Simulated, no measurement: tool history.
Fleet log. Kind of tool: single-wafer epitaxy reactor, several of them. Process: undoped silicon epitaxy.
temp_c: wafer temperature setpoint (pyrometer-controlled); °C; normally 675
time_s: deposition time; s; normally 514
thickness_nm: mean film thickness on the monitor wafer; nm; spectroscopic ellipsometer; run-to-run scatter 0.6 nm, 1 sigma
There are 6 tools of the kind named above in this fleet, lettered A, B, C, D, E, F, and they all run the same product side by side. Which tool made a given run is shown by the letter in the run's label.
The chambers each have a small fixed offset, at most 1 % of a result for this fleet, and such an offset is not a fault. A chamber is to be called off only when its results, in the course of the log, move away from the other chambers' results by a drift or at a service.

| run | hour | temp_c | time_s | read-back reference wafer on the same gauge, thickness_nm | thickness_nm |
|---|---|---|---|---|---|
| 1D | 14.1 | 675 | 514 | 156.87 | 146.48 |
| 2E | 24 | 675 | 514 | 157.08 | 145.7 |
| 3F | 38.5 | 675 | 514 | 156.87 | 147.36 |
| 4B | 47.6 | 675 | 514 | 156.95 | 146.95 |
| 5C | 61.8 | 685 | 472 | 157.04 | 165.63 |
| 6A | 73.2 | 685 | 472 | 157.06 | 165.9 |
| 7D | 83.9 | 685 | 472 | 156.97 | 165.95 |
| 8F | 92.2 | 685 | 472 | 156.86 | 166.24 |
| 9A | 102.7 | 685 | 472 | 157.05 | 165.21 |
| 10B | 111.2 | 685 | 472 | 156.96 | 164.8 |
| 11E | 122.8 | 675 | 514 | 157.07 | 146.21 |
|  | 125.4 | chamber C: pyrometer calibrated |
| 12C | 131 | 675 | 514 | 156.91 | 152.69 |
| 13C | 139.9 | 675 | 442 | 156.93 | 130.81 |
| 14A | 153.2 | 675 | 442 | 157.07 | 127.73 |
| 15F | 167.9 | 675 | 442 | 157.2 | 127.54 |
| 16D | 180.2 | 675 | 442 | 157.25 | 127.21 |
| 17B | 187.7 | 675 | 442 | 156.92 | 127.04 |
| 18E | 195.9 | 675 | 442 | 157.08 | 125.74 |
| 19F | 208.8 | 675 | 514 | 157.15 | 148.49 |
| 20E | 215.4 | 675 | 514 | 156.93 | 145.92 |
| 21C | 222.9 | 675 | 514 | 156.85 | 152.02 |
| 22D | 235.8 | 675 | 514 | 156.94 | 147.3 |
| 23B | 248.9 | 675 | 514 | 156.96 | 146.87 |
| 24A | 255.5 | 675 | 480 | 156.95 | 138.35 |
| 25E | 270.3 | 675 | 480 | 157.07 | 136.69 |
| 26D | 279.9 | 675 | 480 | 157.14 | 137.25 |
| 27B | 288.5 | 675 | 480 | 157.02 | 137.34 |
| 28F | 302 | 675 | 480 | 157.05 | 137.85 |
| 29C | 313.7 | 675 | 480 | 157.15 | 141.54 |
| 30A | 325 | 675 | 514 | 157.02 | 146.69 |
| 31D | 338.2 | 675 | 574 | 157.08 | 165.06 |
|  | 344.2 | chamber F: pyrometer calibrated |
| 32C | 349 | 675 | 574 | 157.04 | 169.14 |
| 33B | 355.9 | 675 | 574 | 156.99 | 165.12 |
| 34F | 370.6 | 675 | 574 | 157.05 | 165.13 |
| 35E | 382.2 | 675 | 574 | 157.04 | 163.3 |
| 36A | 394.8 | 675 | 574 | 156.93 | 164.17 |
| 37E | 407.6 | 675 | 514 | 156.88 | 146.32 |

What goes on in this fleet: one chamber off, a drifting gauge, or nothing beyond the chambers' own small offsets? Name the chamber and the cause, if any.

The work done on chamber C during a service left it standing apart from the others.
Most likely cause: wafer temperature above the value expected at the setpoint (K) = 1.55.

Below are 4 candidate recipes for chamber C's next run, each the usual settings with a change, their results shown as question marks. Which of them brings C's results back in line with what the other chambers give on the usual settings?
In line means no further than this from the other chambers' mean on the usual settings: thickness_nm 2.1 nm
| 38C-1 | 418.6 | 673 | 505 |  | ? |
| 38C-2 | 418.6 | 677 | 523 |  | ? |
| 38C-3 | 418.6 | 675 | 497 |  | ? |
| 38C-4 | 418.6 | 676 | 519 |  | ? |

Other chambers, usual settings, mean: thickness_nm 147.1 nm
| run | thickness_nm |
|---|---|
| 38C-1 | 143.38 |
| 38C-2 | 161.43 |
| 38C-3 | 147.14 |
| 38C-4 | 156.89 |
38C-3 puts the chamber back in line with the other chambers.

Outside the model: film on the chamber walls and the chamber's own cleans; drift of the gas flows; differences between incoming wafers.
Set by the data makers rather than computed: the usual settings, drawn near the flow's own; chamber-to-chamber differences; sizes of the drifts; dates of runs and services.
